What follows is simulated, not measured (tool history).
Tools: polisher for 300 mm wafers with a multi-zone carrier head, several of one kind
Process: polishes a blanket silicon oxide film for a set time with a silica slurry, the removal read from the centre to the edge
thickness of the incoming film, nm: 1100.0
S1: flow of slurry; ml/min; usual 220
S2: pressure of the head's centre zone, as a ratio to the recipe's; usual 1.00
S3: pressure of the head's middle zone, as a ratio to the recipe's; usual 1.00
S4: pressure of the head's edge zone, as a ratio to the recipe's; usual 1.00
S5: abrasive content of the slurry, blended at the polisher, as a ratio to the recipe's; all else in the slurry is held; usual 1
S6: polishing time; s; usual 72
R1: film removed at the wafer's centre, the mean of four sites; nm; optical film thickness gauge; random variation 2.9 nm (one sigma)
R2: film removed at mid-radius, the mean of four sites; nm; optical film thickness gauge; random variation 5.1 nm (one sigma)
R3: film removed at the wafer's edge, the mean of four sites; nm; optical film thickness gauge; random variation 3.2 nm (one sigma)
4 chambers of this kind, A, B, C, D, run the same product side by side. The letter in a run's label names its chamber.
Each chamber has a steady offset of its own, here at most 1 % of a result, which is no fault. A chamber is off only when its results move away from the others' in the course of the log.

run,hour,S1,S2,S3,S4,S5,S6,R1,R2,R3
1A,9.9,220,1.00,1.00,1.00,1,72,376.13,389.39,381.70
2B,18.6,220,1.00,1.00,1.00,1,72,376.35,366.93,379.29
3D,25.3,220,1.00,1.00,1.00,1,72,373.96,376.21,377.57
4C,32.4,220,1.00,1.00,1.00,1,72,378.43,375.52,377.60
5D,39.9,220,1.00,0.92,0.93,1,72,378.54,345.44,367.21
# hour 42.0: chamber B: worn pad replaced by a new one
6A,44.9,220,1.00,0.92,0.93,1,72,383.08,352.37,362.16
7B,51.4,220,1.00,0.92,0.93,1,72,377.28,350.37,371.51
# hour 55.9: chamber D: worn pad replaced by a new one
8C,60.6,220,1.00,0.92,0.93,1,72,379.17,344.66,364.62
# hour 66.0: chamber C: worn pad replaced by a new one
9B,68.4,220,1.00,1.00,1.00,1,72,384.26,377.63,379.08
10A,78.3,220,1.00,1.00,1.00,1,72,382.48,373.84,377.32
# hour 85.7: chamber A: worn pad replaced by a new one
11D,88.3,220,1.00,0.92,1.00,1,82,432.57,398.34,430.27
# hour 93.3: chamber B: worn pad replaced by a new one
12C,96.3,220,1.00,0.92,1.00,1,82,432.96,388.84,432.12
13A,100.7,220,1.00,0.92,1.00,1,82,430.73,400.65,429.92
14D,108.2,220,1.00,0.92,1.00,1,82,426.43,402.54,433.23
# hour 111.8: chamber A: centre zone pressure recalibrated
# hour 115.9: chamber D: worn pad replaced by a new one
15B,116.9,220,1.00,1.00,1.00,1,72,374.35,381.70,381.39
16C,126.7,220,1.00,1.00,1.00,1,72,382.07,373.26,379.98
17A,134.8,220,1.00,1.00,1.00,1,72,346.78,382.92,377.91
18D,139.2,220,1.00,1.00,1.00,1,72,379.18,370.38,375.71
# hour 139.6: chamber B: worn pad replaced by a new one
19B,147.7,220,1.00,1.00,1.00,1,72,370.29,392.57,377.52
20C,152.1,220,1.00,1.00,1.00,1,72,376.57,374.90,383.65
21B,156.8,220,1.00,1.00,1.00,1,72,377.13,373.64,384.61
# hour 162.5: chamber C: edge zone pressure recalibrated
22A,162.7,220,1.00,1.00,1.00,1,72,349.63,372.77,375.35
23C,168.3,220,1.05,1.00,1.00,1,72,402.45,370.02,375.49
# hour 168.9: chamber B: edge zone pressure recalibrated
24D,172.9,220,1.05,1.00,1.00,1,72,396.85,380.28,382.31
# hour 173.1: chamber C: worn pad replaced by a new one
# hour 176.0: chamber A: worn pad replaced by a new one
25D,181.6,220,1.05,1.00,1.00,1,72,398.51,374.13,380.86
# hour 186.1: chamber D: worn pad replaced by a new one
26C,186.1,220,1.05,1.00,1.00,1,72,396.49,369.78,373.49
# hour 190.8: chamber B: worn pad replaced by a new one
27B,191.9,220,1.00,1.00,1.00,1,72,374.72,383.72,381.58
28A,198.5,220,0.96,1.00,1.00,1,72,334.38,375.37,379.20
29C,207.9,220,0.96,1.00,1.00,1,72,358.61,378.39,373.41
30B,218.1,220,0.96,1.00,1.00,1,72,362.28,374.63,378.13
31A,223.4,220,0.96,1.00,1.00,1,72,332.24,380.03,376.41
32D,228.5,220,1.00,1.00,1.00,1,72,376.17,376.25,381.68
33A,234.8,220,1.00,1.00,1.00,1,72,348.06,382.86,373.72
34B,240.9,220,1.00,1.00,1.00,1,72,377.07,376.78,379.00
35C,247.2,220,1.00,1.00,1.00,1,72,375.74,373.31,381.96
36D,256.8,220,1.00,1.00,1.00,1,72,378.05,378.83,378.19
# hour 258.2: chamber D: worn pad replaced by a new one
37D,261.7,220,1.00,1.00,1.00,1,72,378.75,384.88,380.08
38A,268.0,220,1.00,1.00,1.00,1,72,346.06,382.09,377.73

What goes on in this fleet: one chamber off, a drifting gauge, or nothing beyond the chambers' own small offsets? Name the chamber and the cause, if any.

A service left chamber A off against the others.
Cause: centre zone's pressure below its setpoint, % = 6.66.

Here are 4 candidates for chamber A's next run, each the usual settings with a change, their results left as question marks. Which one brings its results back in line with what the others give on the usual settings?
In line means no further than this from the other chambers' mean on the usual settings: R1 10.00 nm; R2 18.00 nm; R3 11.00 nm
39A-1,275.3,215,0.94,1.02,1.02,1,71,?,?,?
39A-2,275.3,220,1.02,0.99,0.99,1,72,?,?,?
39A-3,275.3,225,1.06,0.98,0.98,1,73,?,?,?
39A-4,275.3,220,0.98,1.01,1.01,1,72,?,?,?

The other chambers' mean on the usual settings: R1 378.01 nm; R2 377.51 nm; R3 379.77 nm
run,R1,R2,R3
39A-1,320.26,383.08,376.42
39A-2,356.22,378.97,376.88
39A-3,377.78,381.71,381.01
39A-4,341.07,386.07,380.69
39A-3 brings the chamber back in line.

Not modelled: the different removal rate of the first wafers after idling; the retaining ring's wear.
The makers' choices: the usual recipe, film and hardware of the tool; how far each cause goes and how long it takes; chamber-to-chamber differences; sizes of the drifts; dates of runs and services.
